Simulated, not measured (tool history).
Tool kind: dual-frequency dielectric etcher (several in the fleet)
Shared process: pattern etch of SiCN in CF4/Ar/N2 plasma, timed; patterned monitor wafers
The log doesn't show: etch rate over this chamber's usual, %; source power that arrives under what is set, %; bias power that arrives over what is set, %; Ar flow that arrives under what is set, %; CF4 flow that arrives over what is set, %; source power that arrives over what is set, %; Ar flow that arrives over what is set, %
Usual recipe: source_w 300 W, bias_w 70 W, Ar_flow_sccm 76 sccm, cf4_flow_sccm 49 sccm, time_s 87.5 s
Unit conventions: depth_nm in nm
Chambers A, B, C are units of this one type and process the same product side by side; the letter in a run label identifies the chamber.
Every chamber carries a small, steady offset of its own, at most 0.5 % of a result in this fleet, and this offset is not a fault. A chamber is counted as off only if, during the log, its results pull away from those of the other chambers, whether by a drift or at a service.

run,hour,source_w,bias_w,Ar_flow_sccm,cf4_flow_sccm,time_s,hours since the last wet clean,hours since the last source power generator calibration,hours since the last bias power generator calibration,hours since the last Ar flow controller change,hours since the last CF4 flow controller change,"read-back reference wafer on the same gauge, depth_nm",depth_nm
1C,3,300,70,76,49,87.5,155.6,1391.8,30,4221.8,4694.5,58.511,51.863
2A,6.7,300,70,76,49,87.5,233.9,621.1,555.4,2372,2264.7,58.519,51.421
3B,11.3,300,70,76,49,87.5,414.3,755.6,1762.8,1772.4,6220.2,58.499,51.98
# hour 11.7: chamber B: wet clean of the chamber
4A,13.6,300,70,76,49,87.5,240.8,628,562.3,2378.9,2271.6,58.507,51.553
5C,16.1,300,70,76,49,87.5,168.7,1404.9,43.1,4234.9,4707.6,58.52,51.779
6B,18.8,300,70,76,49,87.5,7.1,763.1,1770.3,1779.9,6227.7,58.5,52.013
7B,22.6,300,70,76,49,87.5,10.9,766.9,1774.1,1783.7,6231.5,58.511,51.897
8C,27.3,300,70,76,49,87.5,179.9,1416.1,54.3,4246.1,4718.8,58.475,52.027
9A,30.4,300,70,76,49,87.5,257.6,644.8,579.1,2395.7,2288.4,58.474,51.274
10C,35.3,300,70,76,49,87.5,187.9,1424.1,62.3,4254.1,4726.8,58.504,51.709
11A,38.5,300,70,76,49,87.5,265.7,652.9,587.2,2403.8,2296.5,58.502,51.056
12B,43.5,300,70,76,49,87.5,31.8,787.8,1795,1804.6,6252.4,58.493,52.034
13A,48,300,70,76,49,87.5,275.2,662.4,596.7,2413.3,2306,58.509,50.768
14C,51.2,300,70,76,49,87.5,203.8,1440,78.2,4270,4742.7,58.538,51.998
15B,55.6,300,70,76,49,87.5,43.9,799.9,1807.1,1816.7,6264.5,58.49,51.942
16B,58.9,300,70,93,44,87.5,47.2,803.2,1810.4,1820,6267.8,58.513,49.551
17C,63.3,300,70,93,44,87.5,215.9,1452.1,90.3,4282.1,4754.8,58.457,49.444
18A,66.5,300,70,93,44,87.5,293.7,680.9,615.2,2431.8,2324.5,58.504,48.469
19C,70.5,300,70,76,49,87.5,223.1,1459.3,97.5,4289.3,4762,58.465,51.712
20A,73.3,300,70,76,49,87.5,300.5,687.7,622,2438.6,2331.3,58.505,50.522
21B,77.4,300,70,76,49,87.5,65.7,821.7,1828.9,1838.5,6286.3,58.526,51.635
22C,79.7,300,70,76,49,87.5,232.3,1468.5,106.7,4298.5,4771.2,58.51,51.798
23A,82.3,300,70,76,49,87.5,309.5,696.7,631,2447.6,2340.3,58.513,50.413
24B,85.7,300,70,76,49,87.5,74,830,1837.2,1846.8,6294.6,58.483,52.085

Next, all 3 chambers run the settings below, one line each with question marks for the results. What does each chamber give?
25A,89.3,350,70,76,49,87.5,,,,,,,?
25B,89.3,350,70,76,49,87.5,,,,,,,?
25C,89.3,350,70,76,49,87.5,,,,,,,?

run,depth_nm
25A,57.563
25B,59.423
25C,58.999

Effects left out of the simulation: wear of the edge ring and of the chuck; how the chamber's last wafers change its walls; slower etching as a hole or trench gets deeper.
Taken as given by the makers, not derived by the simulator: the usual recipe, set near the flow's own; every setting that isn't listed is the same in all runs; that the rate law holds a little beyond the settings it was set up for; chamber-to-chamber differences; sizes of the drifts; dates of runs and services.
